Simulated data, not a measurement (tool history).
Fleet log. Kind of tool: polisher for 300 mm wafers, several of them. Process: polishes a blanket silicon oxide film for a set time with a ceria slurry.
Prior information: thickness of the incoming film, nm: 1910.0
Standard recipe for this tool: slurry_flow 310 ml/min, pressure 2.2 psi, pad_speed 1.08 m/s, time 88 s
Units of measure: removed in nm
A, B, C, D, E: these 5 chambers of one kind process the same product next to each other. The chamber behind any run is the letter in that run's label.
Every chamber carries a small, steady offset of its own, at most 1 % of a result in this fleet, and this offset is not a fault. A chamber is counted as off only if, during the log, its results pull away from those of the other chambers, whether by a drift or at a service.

run   hour  slurry_flow  pressure  pad_speed  time  removed
 1E   11.9          310       2.2       1.08    88   252.03
 2A   28.3          310       2.2       1.08    88    251.3
 3C   39.7          310       2.2       1.08    88   255.03
      40.5  -- chamber E: worn pad replaced by a new one
      41.8  -- chamber E: slurry nozzle cleaned
 4B   47.5          310       2.2       1.08    88   245.62
      60.4  -- chamber A: worn pad replaced by a new one
 5D   62.9          310       2.2       1.08    88   249.56
      63.5  -- chamber C: slurry nozzle cleaned
        64  -- chamber A: slurry nozzle cleaned
      73.7  -- chamber D: slurry nozzle cleaned
 6D   79.3          310       2.2       1.08    88   251.53
      79.9  -- chamber D: worn pad replaced by a new one
      83.4  -- chamber C: worn pad replaced by a new one
      88.7  -- chamber E: head pressure recalibrated
 7B     91          260       2.2       1.08   113   321.84
 8E   99.6          260       2.2       1.08   113   317.29
 9C  108.8          260       2.2       1.08   113    319.9
10A  119.2          260       2.2       1.08   113   312.08
       129  -- chamber E: worn pad replaced by a new one
11A  131.2          260       2.2       1.08   113   319.94
12E    140          310       2.2       1.08    97   271.67
13C  155.2          310       2.2       1.08    97   269.93
14D    168          310       2.2       1.08    97   273.51
     175.5  -- chamber A: worn pad replaced by a new one
15B    180          310       2.2       1.08    97   268.27
16D  188.1          310       2.2       1.08    97   281.63
17C  197.1          310       2.2       1.08    88   251.34
18E  208.4          310       2.2       1.08    88   248.29
19B  218.2          310       2.2       1.08    88   237.39
     220.6  -- chamber E: worn pad replaced by a new one
     225.9  -- chamber B: head pressure recalibrated
20A    231          310       2.2       0.96    98   246.35
21C  242.2          310       2.2       0.96    98   247.72
22B  258.1          310       2.2       0.96    98   234.72
23E  268.2          310       2.2       0.96    98   242.58
     269.5  -- chamber C: worn pad replaced by a new one
       281  -- chamber A: worn pad replaced by a new one
24A  283.9          310       2.2       0.96    98   247.22
25D    300          310       2.4       0.84    88   212.46
       303  -- chamber D: worn pad replaced by a new one
26A  310.6          310       2.4       0.84    88   212.11
     322.3  -- chamber E: worn pad replaced by a new one
27D  323.3          310       2.4       0.84    88   209.96
28C  335.7          310       2.4       0.84    88   209.83
29E  345.7          310       2.4       0.84    88   207.71
30B  359.3          310       2.2       1.08    88   226.05
31A  368.4          310       2.2       1.08    88   250.24
32D  384.1          310       2.2       1.08    88   253.09
     389.3  -- chamber E: slurry nozzle cleaned
33B  397.8          310       2.2       1.08    88   227.12
34E  407.5          310       1.8       1.26    88   237.84
35C  422.7          310       1.8       1.26    88   241.95
36D  429.9          310       1.8       1.26    88   244.76

Read the log: is a single chamber off, either drifting away or since a service, is the gauge that measures every chamber drifting, or is nothing wrong beyond small per-chamber offsets? Name any odd chamber and what most likely caused it.

Chamber B drifts away from the others.
Most likely cause: removal rate lost through wear of the pad, % = 12.1.

Chamber B could run next with any of the 4 candidate recipes listed below; each alters the usual settings, and their results appear as question marks. Which one brings its results back in line with what the other chambers deliver on the usual settings?
Allowed miss from the other chambers' usual-settings mean, per result, to count as in line: removed 10 nm
37B-1  441.8          305       2.2       0.94    88        ?
37B-2  441.8          310       2.2       1.12    91        ?
37B-3  441.8          310       2.2       1.02    88        ?
37B-4  441.8          315       2.2       1.22    88        ?

Average result of the remaining chambers running the usual settings: removed 250.54 nm
  run  removed
37B-1   190.65
37B-2   234.77
37B-3   206.97
37B-4   247.44
Change 37B-4 lands the chamber within the allowed miss of the other chambers.
